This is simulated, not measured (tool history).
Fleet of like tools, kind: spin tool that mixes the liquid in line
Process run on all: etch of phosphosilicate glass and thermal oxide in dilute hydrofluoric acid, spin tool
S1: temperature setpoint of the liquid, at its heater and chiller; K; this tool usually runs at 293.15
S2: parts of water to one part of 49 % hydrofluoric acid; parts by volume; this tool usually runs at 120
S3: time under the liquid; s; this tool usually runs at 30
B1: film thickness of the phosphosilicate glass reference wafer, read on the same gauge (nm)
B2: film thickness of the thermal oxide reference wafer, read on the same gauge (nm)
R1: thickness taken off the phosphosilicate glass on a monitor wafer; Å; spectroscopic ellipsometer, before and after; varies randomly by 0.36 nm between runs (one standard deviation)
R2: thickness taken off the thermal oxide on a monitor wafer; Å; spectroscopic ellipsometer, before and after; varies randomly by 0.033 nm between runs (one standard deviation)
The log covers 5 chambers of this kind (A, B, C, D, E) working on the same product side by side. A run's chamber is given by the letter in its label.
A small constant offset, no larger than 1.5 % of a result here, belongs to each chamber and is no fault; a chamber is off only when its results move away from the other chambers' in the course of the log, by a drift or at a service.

run   hour      S1   S2  S3      B1      B2      R1      R2
 1B    7.9  293.15  120  30  89.988  40.021  415.82  9.6424
 2E     14  293.15  120  30  89.955  40.011  414.07   10.01
 3C   21.3  293.15  120  30  90.007  39.985  409.03  9.1634
 4D   29.1  293.15  120  30  90.009  40.025  417.59  9.8551
 5A   35.5  293.15  120  30  90.031  40.026  421.86  9.4889
 6E     41  293.15  120  30  89.976      40  421.65  9.7466
 7A   49.6  293.15  120  30  89.976  39.998  419.59  9.8659
 8B   54.1  293.15  120  30  89.977  40.005   410.8  9.1945
 9D   60.1  293.15  120  30  90.003  40.003  419.68  9.4187
10C   65.1  293.15  120  30  90.011  40.022  410.14  9.6623
11C   74.3  293.15  120  30  89.982  39.977  408.83  9.7308
12B   80.5  293.15  120  30  89.994  39.973  414.69  9.4438
13A   85.2  293.15  120  30   89.99  40.012  411.83  10.046
14D   91.8  293.15  120  30  89.978  40.018   421.3  9.2447
15E   99.5  293.15  120  30  89.993  39.981  422.15  9.1319
16A  103.8  290.15  120  30  90.011   40.02  364.55  8.2899
17E    109  290.15  120  30  89.981  40.001   372.8  8.5237
18C  115.7  290.15  120  30  89.993  40.004  367.43  8.2554
19B  124.3  290.15  120  30  90.031  39.999  366.82  8.6438
20D  133.7  290.15  120  30  90.005  39.991  373.66  8.2383
21E  139.3  293.15  120  30  90.009  39.963  413.91  9.6992
22B  143.4  295.15   85  30  90.018  39.978  672.78  15.073
23D  151.4  295.15   85  30  89.954  40.005  662.65  14.613
24A    160  295.15   85  30  89.994  39.984  655.42  14.997
25C  165.2  295.15   85  30   90.02  40.008  663.47  14.266
26A  169.5  295.15   85  30  90.005  40.002  658.18  15.443
27C  177.4  293.15  120  30  90.007  39.999   411.4  9.1464
28E  182.1  293.15  120  30  90.022  39.982  422.49  9.3469
29D  191.1  293.15  120  30  89.991  40.001  422.22  9.4269
30B  196.2  293.15  120  30  90.022   40.01  417.67  8.9516

Next, all 5 chambers run the settings below, one line each with question marks for the results. What does each chamber give?
31A   203  293.15  120  30           ?   ?
31B   203  293.15  120  30           ?   ?
31C   203  293.15  120  30           ?   ?
31D   203  293.15  120  30           ?   ?
31E   203  293.15  120  30           ?   ?

run      R1      R2
31A  418.43  9.4011
31B  415.48  9.5654
31C  407.18  9.3241
31D  417.99   9.539
31E  424.22  9.4163

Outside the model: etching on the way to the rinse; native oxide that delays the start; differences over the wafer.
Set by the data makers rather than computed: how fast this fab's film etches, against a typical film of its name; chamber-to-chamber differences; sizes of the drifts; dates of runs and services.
